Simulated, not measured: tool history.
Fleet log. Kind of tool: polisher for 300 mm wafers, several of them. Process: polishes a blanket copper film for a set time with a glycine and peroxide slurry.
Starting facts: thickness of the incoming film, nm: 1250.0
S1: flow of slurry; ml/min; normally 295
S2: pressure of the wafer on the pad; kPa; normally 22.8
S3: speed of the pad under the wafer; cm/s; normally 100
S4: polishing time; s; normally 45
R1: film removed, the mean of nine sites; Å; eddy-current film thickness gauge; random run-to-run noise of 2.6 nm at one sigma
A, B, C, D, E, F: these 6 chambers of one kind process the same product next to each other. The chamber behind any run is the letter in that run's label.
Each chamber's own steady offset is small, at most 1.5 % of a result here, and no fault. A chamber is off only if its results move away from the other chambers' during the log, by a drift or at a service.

{"hour": 5.1, "done": "chamber C: worn pad replaced by a new one"}
{"hour": 5.8, "done": "chamber D: worn pad replaced by a new one"}
{"hour": 6.0, "done": "chamber F: worn pad replaced by a new one"}
{"hour": 8.6, "done": "chamber B: worn pad replaced by a new one"}
{"run": "1B", "hour": 9.0, "S1": 295, "S2": 22.8, "S3": 100, "S4": 45, "R1": 2299.3}
{"run": "2A", "hour": 17.3, "S1": 295, "S2": 22.8, "S3": 100, "S4": 45, "R1": 2308.8}
{"run": "3F", "hour": 22.3, "S1": 295, "S2": 22.8, "S3": 100, "S4": 45, "R1": 2332.0}
{"hour": 25.2, "done": "chamber A: worn pad replaced by a new one"}
{"run": "4D", "hour": 26.9, "S1": 295, "S2": 22.8, "S3": 100, "S4": 45, "R1": 2346.4}
{"run": "5E", "hour": 32.1, "S1": 295, "S2": 22.8, "S3": 100, "S4": 45, "R1": 2295.3}
{"run": "6C", "hour": 40.1, "S1": 295, "S2": 22.8, "S3": 100, "S4": 45, "R1": 2289.2}
{"run": "7F", "hour": 46.6, "S1": 295, "S2": 22.8, "S3": 100, "S4": 45, "R1": 2364.5}
{"run": "8B", "hour": 53.8, "S1": 205, "S2": 22.8, "S3": 116, "S4": 45, "R1": 2489.9}
{"run": "9D", "hour": 62.5, "S1": 205, "S2": 22.8, "S3": 116, "S4": 45, "R1": 2583.6}
{"run": "10A", "hour": 69.6, "S1": 205, "S2": 22.8, "S3": 116, "S4": 45, "R1": 2531.9}
{"run": "11E", "hour": 73.5, "S1": 205, "S2": 22.8, "S3": 116, "S4": 45, "R1": 2549.5}
{"run": "12C", "hour": 79.9, "S1": 205, "S2": 22.8, "S3": 116, "S4": 45, "R1": 2543.4}
{"hour": 82.6, "done": "chamber E: slurry nozzle cleaned"}
{"run": "13E", "hour": 84.4, "S1": 205, "S2": 22.8, "S3": 116, "S4": 45, "R1": 2548.6}
{"hour": 84.7, "done": "chamber E: worn pad replaced by a new one"}
{"hour": 86.3, "done": "chamber C: worn pad replaced by a new one"}
{"run": "14A", "hour": 89.9, "S1": 295, "S2": 22.8, "S3": 100, "S4": 45, "R1": 2272.5}
{"hour": 94.9, "done": "chamber D: slurry nozzle cleaned"}
{"run": "15D", "hour": 96.7, "S1": 295, "S2": 22.8, "S3": 100, "S4": 45, "R1": 2383.3}
{"hour": 97.4, "done": "chamber F: worn pad replaced by a new one"}
{"run": "16B", "hour": 104.5, "S1": 295, "S2": 22.8, "S3": 100, "S4": 45, "R1": 2322.7}
{"run": "17C", "hour": 108.6, "S1": 295, "S2": 22.8, "S3": 100, "S4": 45, "R1": 2303.9}
{"hour": 112.1, "done": "chamber A: worn pad replaced by a new one"}
{"run": "18F", "hour": 115.7, "S1": 295, "S2": 22.8, "S3": 80, "S4": 45, "R1": 1939.2}
{"run": "19B", "hour": 120.6, "S1": 295, "S2": 22.8, "S3": 80, "S4": 45, "R1": 1909.8}
{"run": "20D", "hour": 126.0, "S1": 295, "S2": 22.8, "S3": 80, "S4": 45, "R1": 1985.1}
{"run": "21A", "hour": 133.1, "S1": 295, "S2": 22.8, "S3": 80, "S4": 45, "R1": 1928.1}
{"run": "22E", "hour": 137.9, "S1": 295, "S2": 22.8, "S3": 80, "S4": 45, "R1": 1958.0}
{"run": "23C", "hour": 146.6, "S1": 295, "S2": 22.8, "S3": 80, "S4": 45, "R1": 1916.6}
{"hour": 148.4, "done": "chamber A: head pressure recalibrated"}
{"run": "24F", "hour": 150.8, "S1": 295, "S2": 22.8, "S3": 100, "S4": 45, "R1": 2351.8}
{"run": "25A", "hour": 159.9, "S1": 295, "S2": 22.8, "S3": 100, "S4": 45, "R1": 2347.2}
{"hour": 167.0, "done": "chamber C: slurry nozzle cleaned"}
{"run": "26D", "hour": 167.9, "S1": 295, "S2": 22.8, "S3": 100, "S4": 45, "R1": 2449.7}
{"hour": 173.5, "done": "chamber C: worn pad replaced by a new one"}
{"run": "27C", "hour": 173.8, "S1": 295, "S2": 22.8, "S3": 100, "S4": 45, "R1": 2263.7}
{"run": "28B", "hour": 179.9, "S1": 295, "S2": 29.6, "S3": 84, "S4": 45, "R1": 2489.3}
{"hour": 181.4, "done": "chamber B: worn pad replaced by a new one"}
{"hour": 184.2, "done": "chamber D: worn pad replaced by a new one"}
{"run": "29E", "hour": 184.7, "S1": 295, "S2": 29.6, "S3": 84, "S4": 45, "R1": 2539.6}
{"run": "30F", "hour": 189.3, "S1": 295, "S2": 29.6, "S3": 84, "S4": 45, "R1": 2504.9}
{"hour": 193.2, "done": "chamber E: worn pad replaced by a new one"}
{"run": "31B", "hour": 196.4, "S1": 295, "S2": 29.6, "S3": 84, "S4": 45, "R1": 2474.0}
{"hour": 197.4, "done": "chamber F: worn pad replaced by a new one"}
{"run": "32D", "hour": 202.0, "S1": 295, "S2": 29.6, "S3": 84, "S4": 45, "R1": 2641.8}
{"hour": 207.8, "done": "chamber A: worn pad replaced by a new one"}
{"run": "33F", "hour": 210.9, "S1": 295, "S2": 29.6, "S3": 84, "S4": 45, "R1": 2491.1}
{"hour": 213.6, "done": "chamber E: head pressure recalibrated"}
{"run": "34E", "hour": 217.0, "S1": 295, "S2": 22.8, "S3": 100, "S4": 45, "R1": 2297.2}
{"run": "35C", "hour": 221.8, "S1": 295, "S2": 22.8, "S3": 100, "S4": 45, "R1": 2325.9}
{"run": "36A", "hour": 228.0, "S1": 295, "S2": 22.8, "S3": 100, "S4": 45, "R1": 2385.0}
{"run": "37E", "hour": 233.0, "S1": 295, "S2": 22.8, "S3": 100, "S4": 45, "R1": 2321.0}
{"run": "38D", "hour": 239.4, "S1": 295, "S2": 22.8, "S3": 100, "S4": 45, "R1": 2486.4}

Is one chamber off against the others, does the gauge drift, or is nothing wrong? If a chamber is off, say which, and what the likeliest cause is.

It is chamber D that slowly wanders off from its peers.
Most likely cause: head's pressure above its setpoint, % = 8.88.

Below are 4 candidate recipes for chamber D's next run, each the usual settings with a change, their results shown as question marks. Which of them brings D's results back in line with what the other chambers give on the usual settings?
To be in line, a result may differ from the other chambers' mean on the usual settings by at most: R1 90.0 Å
{"run": "39D-1", "hour": 245.9, "S1": 295, "S2": 24.1, "S3": 100, "S4": 49, "R1": "?"}
{"run": "39D-2", "hour": 245.9, "S1": 295, "S2": 21.4, "S3": 100, "S4": 41, "R1": "?"}
{"run": "39D-3", "hour": 245.9, "S1": 300, "S2": 22.8, "S3": 108, "S4": 45, "R1": "?"}
{"run": "39D-4", "hour": 245.9, "S1": 295, "S2": 22.1, "S3": 98, "S4": 44, "R1": "?"}

The mean the other chambers reach with the usual settings: R1 2322.9 Å
run=39D-1 R1=2857.6
run=39D-2 R1=2155.6
run=39D-3 R1=2673.3
run=39D-4 R1=2335.3
With 39D-4, the chamber falls back in line with the rest.
